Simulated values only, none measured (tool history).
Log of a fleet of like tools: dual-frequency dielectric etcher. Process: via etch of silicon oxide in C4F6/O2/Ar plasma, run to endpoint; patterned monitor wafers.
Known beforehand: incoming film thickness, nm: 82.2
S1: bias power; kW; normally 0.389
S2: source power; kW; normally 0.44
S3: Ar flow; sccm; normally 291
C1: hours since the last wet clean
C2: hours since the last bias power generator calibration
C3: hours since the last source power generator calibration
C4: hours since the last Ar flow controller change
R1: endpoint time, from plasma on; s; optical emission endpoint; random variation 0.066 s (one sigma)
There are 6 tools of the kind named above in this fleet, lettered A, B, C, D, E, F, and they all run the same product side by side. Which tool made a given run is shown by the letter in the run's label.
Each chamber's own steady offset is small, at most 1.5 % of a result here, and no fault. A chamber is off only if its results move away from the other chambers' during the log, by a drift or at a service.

run   hour     S1    S2   S3     C1      C2      C3      C4      R1
 1E    8.2  0.389  0.44  291  190.2   546.9  2143.8   977.1  19.159
 2D   21.7  0.389  0.44  291  342.4   250.1  4827.4    57.3  19.127
 3B   28.3  0.389  0.44  291  107.5    2449  3837.6  2201.7   18.85
 4C   37.2  0.389  0.44  291  498.1  2477.7    2102  1621.5  19.079
 5F   46.3  0.389  0.44  291  215.2  2528.2    1277  2649.1  18.903
 6A   54.4  0.389  0.44  291  277.1  1372.7  2530.2  3308.3  19.117
 7F   64.7  0.389  0.44  291  233.6  2546.6  1295.4  2667.5  18.951
      66.8  -- chamber E: source power generator calibrated
 8E   71.4  0.484  0.55  291  253.4   610.1     4.6  1040.3  16.209
 9A   81.3  0.484  0.55  291    304  1399.6  2557.1  3335.2  16.303
      82.9  -- chamber C: wet clean of the chamber
10D   90.5  0.484  0.55  291  411.2   318.9  4896.2   126.1  16.306
11B  100.9  0.484  0.55  291  180.1  2521.6  3910.2  2274.3  16.079
12C  113.1  0.484  0.55  291   30.2  2553.6  2177.9  1697.4  16.258
     115.2  -- chamber C: bias power generator calibrated
13D  124.4  0.484  0.55  291  445.1   352.8  4930.1     160  16.339
14F  133.5  0.389  0.44  339  302.4  2615.4  1364.2  2736.3   19.27
15C  140.5  0.389  0.44  339   57.6    25.3  2205.3  1724.8  19.713
16A    152  0.389  0.44  339  374.7  1470.3  2627.8  3405.9  19.592
17B    166  0.389  0.44  339  245.2  2586.7  3975.3  2339.4  19.287
18E  179.6  0.389  0.44  339  361.6   718.3   112.8  1148.5  19.479
19D  191.5  0.389  0.44  339  512.2   419.9  4997.2   227.1  19.449
20A    202  0.457  0.44  320  424.7  1520.3  2677.8  3455.9   18.38
21F  210.5  0.457  0.44  320  379.4  2692.4  1441.2  2813.3  18.074
22C  222.6  0.457  0.44  320  139.7   107.4  2287.4  1806.9   18.69
23E  230.4  0.457  0.44  320  412.4   769.1   163.6  1199.3  18.257
24B  237.3  0.457  0.44  320  316.5    2658  4046.6  2410.7  18.068
25C  249.6  0.457  0.44  320  166.7   134.4  2314.4  1833.9  18.587
     260.4  -- chamber B: wet clean of the chamber
26A  261.4  0.389  0.44  291  484.1  1579.7  2737.2  3515.3  19.211
     266.5  -- chamber F: wet clean of the chamber
27D  269.8  0.389  0.44  263  590.5   498.2  5075.5   305.4  19.067
28E  279.2  0.389  0.44  263  461.2   817.9   212.4  1248.1   18.92
29B  292.4  0.389  0.44  263     32  2713.1  4101.7  2465.8  18.667
30F  303.7  0.389  0.44  263   37.2  2785.6  1534.4  2906.5  18.795
31A  315.1  0.389  0.44  263  537.8  1633.4  2790.9    3569  18.987
32D  321.4  0.389  0.44  263  642.1   549.8  5127.1     357  18.972
33F  327.9  0.389  0.44  291   61.4  2809.8  1558.6  2930.7  18.947
34E    336  0.389  0.44  291    518   874.7   269.2  1304.9  19.246
35B  347.7  0.389  0.44  291   87.3  2768.4    4157  2521.1  18.973
36C  355.1  0.389  0.44  291  272.2   239.9  2419.9  1939.4  19.537

For the next run the whole fleet of 6 chambers uses the same settings. Give each chamber's results:
37A  365.4  0.389  0.44  291                   ?
37B  365.4  0.389  0.44  291                   ?
37C  365.4  0.389  0.44  291                   ?
37D  365.4  0.389  0.44  291                   ?
37E  365.4  0.389  0.44  291                   ?
37F  365.4  0.389  0.44  291                   ?

run      R1
37A  19.252
37B   18.93
37C  19.496
37D  19.282
37E  19.106
37F  18.935
